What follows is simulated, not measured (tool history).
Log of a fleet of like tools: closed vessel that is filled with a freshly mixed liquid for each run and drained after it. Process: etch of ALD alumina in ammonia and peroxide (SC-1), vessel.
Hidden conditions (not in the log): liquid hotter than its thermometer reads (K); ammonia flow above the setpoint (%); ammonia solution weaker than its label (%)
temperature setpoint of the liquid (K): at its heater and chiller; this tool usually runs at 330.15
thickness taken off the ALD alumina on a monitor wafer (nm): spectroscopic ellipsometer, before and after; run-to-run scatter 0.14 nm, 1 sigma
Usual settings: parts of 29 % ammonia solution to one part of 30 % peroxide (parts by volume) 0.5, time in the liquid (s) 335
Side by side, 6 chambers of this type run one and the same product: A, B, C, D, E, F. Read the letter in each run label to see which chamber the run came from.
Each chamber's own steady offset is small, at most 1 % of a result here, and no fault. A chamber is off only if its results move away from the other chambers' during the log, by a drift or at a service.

| run | hour | temperature setpoint of the liquid (K) | parts of 29 % ammonia solution to one part of 30 % peroxide (parts by volume) | time in the liquid (s) | hours since the thermometer was replaced | hours since the ammonia flow meter was replaced | hours since the drum of ammonia solution was connected | read-back film thickness of the ALD alumina reference wafer, read on the same gauge (nm) | thickness taken off the ALD alumina on a monitor wafer (nm) |
|---|---|---|---|---|---|---|---|---|---|
| 1B | 6.7 | 330.15 | 0.5 | 335 | 451.6 | 1843.6 | 594.1 | 50.001 | 29.646 |
| 2D | 19.7 | 330.15 | 0.5 | 335 | 1509.3 | 1670.7 | 56.1 | 49.995 | 29.855 |
|  | 24.6 | chamber C: ammonia flow meter replaced |
| 3E | 32.4 | 330.15 | 0.5 | 335 | 1096 | 345.6 | 227.8 | 49.957 | 29.706 |
| 4C | 43 | 330.15 | 0.5 | 335 | 803.3 | 18.5 | 312.4 | 49.979 | 29.459 |
| 5F | 54.6 | 337.65 | 0.5 | 335 | 474.1 | 420.2 | 298.2 | 49.978 | 43.231 |
| 6A | 61.5 | 337.65 | 0.5 | 335 | 195 | 678.2 | 906.8 | 49.982 | 43.181 |
| 7C | 68.4 | 337.65 | 0.5 | 335 | 828.7 | 43.9 | 337.8 | 50.004 | 43.182 |
| 8E | 74.7 | 337.65 | 0.5 | 335 | 1138.3 | 387.9 | 270.1 | 49.983 | 43.898 |
| 9F | 83.7 | 337.65 | 0.5 | 335 | 503.2 | 449.3 | 327.3 | 50.008 | 43.635 |
| 10B | 93.1 | 337.65 | 0.5 | 335 | 538 | 1930 | 680.5 | 50.005 | 43.023 |
| 11D | 105.5 | 330.15 | 0.5 | 335 | 1595.1 | 1756.5 | 141.9 | 49.997 | 29.893 |
| 12A | 117.9 | 330.15 | 0.5 | 335 | 251.4 | 734.6 | 963.2 | 49.959 | 29.496 |
| 13B | 124.1 | 330.15 | 0.5 | 335 | 569 | 1961 | 711.5 | 49.965 | 29.263 |
| 14E | 134.2 | 330.15 | 0.5 | 335 | 1197.8 | 447.4 | 329.6 | 50.009 | 29.698 |
|  | 137.5 | chamber D: ammonia flow meter replaced |
| 15C | 140.1 | 330.15 | 0.5 | 335 | 900.4 | 115.6 | 409.5 | 50.011 | 29.654 |
| 16A | 149.5 | 330.15 | 0.5 | 335 | 283 | 766.2 | 994.8 | 49.971 | 29.535 |
|  | 152 | chamber C: new drum of ammonia solution connected |
|  | 152.9 | chamber B: ammonia flow meter replaced |
|  | 155.3 | chamber C: thermometer replaced |
| 17D | 155.7 | 330.15 | 0.5 | 335 | 1645.3 | 18.2 | 192.1 | 50.004 | 29.673 |
| 18F | 163.7 | 325.15 | 0.6 | 335 | 583.2 | 529.3 | 407.3 | 50.021 | 22.936 |
| 19A | 176.3 | 325.15 | 0.6 | 335 | 309.8 | 793 | 1021.6 | 49.982 | 23.105 |
| 20C | 185.7 | 325.15 | 0.6 | 335 | 30.4 | 161.2 | 33.7 | 50.03 | 23.079 |
|  | 193.7 | chamber B: thermometer replaced |
| 21E | 195.5 | 325.15 | 0.6 | 335 | 1259.1 | 508.7 | 390.9 | 50.026 | 23.427 |
| 22D | 207.3 | 325.15 | 0.6 | 335 | 1696.9 | 69.8 | 243.7 | 50.002 | 23.342 |
|  | 211.7 | chamber E: thermometer replaced |
| 23B | 220.3 | 325.15 | 0.6 | 335 | 26.6 | 67.5 | 807.7 | 49.992 | 22.978 |
| 24F | 232.9 | 330.15 | 0.5 | 335 | 652.4 | 598.5 | 476.5 | 50.005 | 29.427 |
|  | 240.4 | chamber A: new drum of ammonia solution connected |
| 25C | 245.1 | 330.15 | 0.5 | 335 | 89.8 | 220.6 | 93.1 | 50.075 | 29.684 |
| 26A | 253.1 | 330.15 | 0.5 | 335 | 386.6 | 869.8 | 12.8 | 49.981 | 29.749 |
| 27B | 261.9 | 330.15 | 0.5 | 335 | 68.2 | 109.1 | 849.3 | 49.951 | 29.429 |
| 28D | 274.9 | 330.15 | 0.5 | 335 | 1764.5 | 137.4 | 311.3 | 49.944 | 30.137 |
| 29E | 284.2 | 330.15 | 0.5 | 335 | 72.5 | 597.4 | 479.6 | 49.996 | 29.647 |
| 30F | 290.2 | 324.65 | 0.5 | 335 | 709.7 | 655.8 | 533.8 | 49.995 | 21.971 |
| 31C | 302.4 | 324.65 | 0.5 | 335 | 147.1 | 277.9 | 150.4 | 50.017 | 22.209 |
| 32D | 312.3 | 324.65 | 0.5 | 335 | 1801.9 | 174.8 | 348.7 | 50.017 | 22.234 |
| 33F | 325.9 | 324.65 | 0.5 | 335 | 745.4 | 691.5 | 569.5 | 50.039 | 21.97 |
| 34A | 337.9 | 324.65 | 0.5 | 335 | 471.4 | 954.6 | 97.6 | 50.01 | 21.952 |
| 35E | 350.4 | 324.65 | 0.5 | 335 | 138.7 | 663.6 | 545.8 | 50.048 | 22.301 |
| 36B | 356.8 | 330.15 | 0.5 | 335 | 163.1 | 204 | 944.2 | 49.967 | 29.493 |
|  | 368.7 | chamber B: new drum of ammonia solution connected |
| 37F | 370.1 | 330.15 | 0.5 | 220 | 789.6 | 735.7 | 613.7 | 50.035 | 19.241 |
| 38A | 382.8 | 330.15 | 0.5 | 220 | 516.3 | 999.5 | 142.5 | 49.967 | 19.355 |
| 39C | 395.4 | 330.15 | 0.5 | 220 | 240.1 | 370.9 | 243.4 | 49.982 | 19.35 |
| 40E | 403.8 | 330.15 | 0.5 | 220 | 192.1 | 717 | 599.2 | 49.984 | 19.619 |
| 41D | 413.7 | 330.15 | 0.5 | 220 | 1903.3 | 276.2 | 450.1 | 49.996 | 19.667 |
| 42B | 420.3 | 330.15 | 0.5 | 220 | 226.6 | 267.5 | 51.6 | 49.984 | 19.367 |
| 43F | 428.5 | 330.15 | 0.5 | 335 | 848 | 794.1 | 672.1 | 49.999 | 29.443 |
| 44E | 441.4 | 330.15 | 0.7 | 335 | 229.7 | 754.6 | 636.8 | 50.014 | 30.925 |

Decide between three cases: one chamber stands off from its peers, the gauge reading all wafers drifts, or nothing is wrong past each chamber's small offset. Where a chamber is off, say which and what most likely put it there.

No chamber stands off beyond its own small offset, and the gauge holds steady.

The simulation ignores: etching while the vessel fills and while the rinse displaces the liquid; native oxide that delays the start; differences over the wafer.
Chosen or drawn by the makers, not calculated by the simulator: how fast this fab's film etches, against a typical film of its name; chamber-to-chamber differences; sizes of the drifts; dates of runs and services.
